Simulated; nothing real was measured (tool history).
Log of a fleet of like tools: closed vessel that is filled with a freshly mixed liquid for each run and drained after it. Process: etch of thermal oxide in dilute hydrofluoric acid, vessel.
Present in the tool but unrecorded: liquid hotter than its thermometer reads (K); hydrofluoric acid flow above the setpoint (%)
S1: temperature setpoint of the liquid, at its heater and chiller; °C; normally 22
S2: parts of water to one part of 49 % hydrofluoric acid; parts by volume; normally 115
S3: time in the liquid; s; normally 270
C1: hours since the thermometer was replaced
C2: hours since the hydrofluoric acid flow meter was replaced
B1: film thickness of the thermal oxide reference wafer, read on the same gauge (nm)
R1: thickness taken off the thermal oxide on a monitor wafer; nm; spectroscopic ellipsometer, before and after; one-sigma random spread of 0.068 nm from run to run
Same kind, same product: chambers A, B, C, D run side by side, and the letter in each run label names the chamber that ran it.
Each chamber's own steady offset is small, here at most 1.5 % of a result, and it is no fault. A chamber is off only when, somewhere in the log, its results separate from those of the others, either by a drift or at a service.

run 1C hour=7.5 | S1=22 S2=115 S3=270 | C1=1072.3 C2=1257.9 | B1=99.997 | R1=10.091
run 2A hour=14 | S1=22 S2=115 S3=270 | C1=2515 C2=1362.5 | B1=100.01 | R1=9.9471
run 3B hour=23.2 | S1=22 S2=115 S3=270 | C1=220.3 C2=364.4 | B1=99.991 | R1=10.128
run 4D hour=30.6 | S1=22 S2=115 S3=270 | C1=1070.5 C2=562.1 | B1=99.991 | R1=10.293
run 5D hour=42.8 | S1=22 S2=115 S3=270 | C1=1082.7 C2=574.3 | B1=100 | R1=10.295
run 6A hour=52.9 | S1=22 S2=115 S3=270 | C1=2553.9 C2=1401.4 | B1=99.987 | R1=10.162
run 7C hour=62.4 | S1=27 S2=70 S3=270 | C1=1127.2 C2=1312.8 | B1=99.99 | R1=21.541
run 8B hour=68.6 | S1=27 S2=70 S3=270 | C1=265.7 C2=409.8 | B1=99.993 | R1=21.694
run 9B hour=79.9 | S1=27 S2=70 S3=270 | C1=277 C2=421.1 | B1=99.995 | R1=21.455
run 10C hour=92.1 | S1=27 S2=70 S3=270 | C1=1156.9 C2=1342.5 | B1=99.995 | R1=21.503
run 11A hour=101.2 | S1=22 S2=115 S3=270 | C1=2602.2 C2=1449.7 | B1=99.979 | R1=10.091
run 12D hour=111.3 | S1=22 S2=115 S3=270 | C1=1151.2 C2=642.8 | B1=100.01 | R1=10.26
run 13A hour=120.7 | S1=22 S2=115 S3=270 | C1=2621.7 C2=1469.2 | B1=99.994 | R1=10.121
run 14B hour=128.9 | S1=22 S2=115 S3=270 | C1=326 C2=470.1 | B1=99.98 | R1=10.14
run 15C hour=139 | S1=22 S2=115 S3=270 | C1=1203.8 C2=1389.4 | B1=100.01 | R1=10.147
run 16D hour=145.7 | S1=22 S2=115 S3=270 | C1=1185.6 C2=677.2 | B1=99.984 | R1=10.088
run 17C hour=157.3 | S1=22 S2=115 S3=270 | C1=1222.1 C2=1407.7 | B1=99.968 | R1=10.005
run 18A hour=164 | S1=22 S2=115 S3=270 | C1=2665 C2=1512.5 | B1=99.975 | R1=10.072
run 19B hour=172.7 | S1=19.5 S2=115 S3=145 | C1=369.8 C2=513.9 | B1=99.987 | R1=4.9395
run 20D hour=182.8 | S1=19.5 S2=115 S3=145 | C1=1222.7 C2=714.3 | B1=100.01 | R1=4.9608
run 21A hour=188.8 | S1=19.5 S2=115 S3=145 | C1=2689.8 C2=1537.3 | B1=99.988 | R1=4.9863
run 22D hour=195.4 | S1=19.5 S2=115 S3=145 | C1=1235.3 C2=726.9 | B1=99.995 | R1=4.9137
run 23C hour=206 | S1=22 S2=115 S3=270 | C1=1270.8 C2=1456.4 | B1=99.989 | R1=9.948
run 24B hour=212.8 | S1=26 S2=115 S3=270 | C1=409.9 C2=554 | B1=99.967 | R1=12.115
run 25B hour=224.2 | S1=26 S2=115 S3=270 | C1=421.3 C2=565.4 | B1=100.01 | R1=12.246
run 26D hour=229.5 | S1=26 S2=115 S3=270 | C1=1269.4 C2=761 | B1=99.996 | R1=11.924
run 27C hour=239.4 | S1=26 S2=115 S3=270 | C1=1304.2 C2=1489.8 | B1=100.03 | R1=11.927
run 28A hour=247.4 | S1=22 S2=60 S3=405 | C1=2748.4 C2=1595.9 | B1=99.993 | R1=30.811
run 29C hour=259.1 | S1=22 S2=60 S3=405 | C1=1323.9 C2=1509.5 | B1=99.997 | R1=31.289
run 30D hour=267.7 | S1=22 S2=60 S3=405 | C1=1307.6 C2=799.2 | B1=100.02 | R1=31.186
run 31A hour=277.9 | S1=22 S2=60 S3=405 | C1=2778.9 C2=1626.4 | B1=99.991 | R1=31.212
run 32B hour=285.8 | S1=22 S2=115 S3=270 | C1=482.9 C2=627 | B1=99.994 | R1=10.725
run 33A hour=291.1 | S1=22 S2=115 S3=270 | C1=2792.1 C2=1639.6 | B1=99.982 | R1=10.105
-- hour=294.3 chamber A: hydrofluoric acid flow meter replaced
run 34B hour=296.7 | S1=22 S2=115 S3=125 | C1=493.8 C2=637.9 | B1=100.01 | R1=4.9928
run 35D hour=305.1 | S1=22 S2=115 S3=125 | C1=1345 C2=836.6 | B1=99.995 | R1=4.7545
run 36C hour=315.9 | S1=22 S2=115 S3=125 | C1=1380.7 C2=1566.3 | B1=100.02 | R1=4.662
run 37D hour=324.2 | S1=22 S2=115 S3=125 | C1=1364.1 C2=855.7 | B1=99.996 | R1=4.7532
run 38C hour=332.9 | S1=22 S2=115 S3=270 | C1=1397.7 C2=1583.3 | B1=99.991 | R1=10.14
run 39A hour=344.3 | S1=22 S2=115 S3=270 | C1=2845.3 C2=50.1 | B1=100.01 | R1=10.08
run 40B hour=353.7 | S1=22 S2=115 S3=270 | C1=550.8 C2=694.9 | B1=99.976 | R1=11.097
run 41B hour=364.7 | S1=22 S2=115 S3=270 | C1=561.8 C2=705.9 | B1=100.02 | R1=11.085
run 42D hour=375.9 | S1=22 S2=115 S3=270 | C1=1415.8 C2=907.4 | B1=100 | R1=10.238
run 43A hour=381.2 | S1=22 S2=115 S3=270 | C1=2882.2 C2=87 | B1=99.997 | R1=10.058
run 44C hour=393.3 | S1=22 S2=115 S3=270 | C1=1458.1 C2=1643.7 | B1=99.993 | R1=10.148

Next, all 4 chambers run the settings below, one line each with question marks for the results. What does each chamber give?
run 45A hour=402 | S1=22 S2=115 S3=270 | R1=?
run 45B hour=402 | S1=22 S2=115 S3=270 | R1=?
run 45C hour=402 | S1=22 S2=115 S3=270 | R1=?
run 45D hour=402 | S1=22 S2=115 S3=270 | R1=?

run=45A R1=10.081
run=45B R1=11.172
run=45C R1=10.153
run=45D R1=10.348
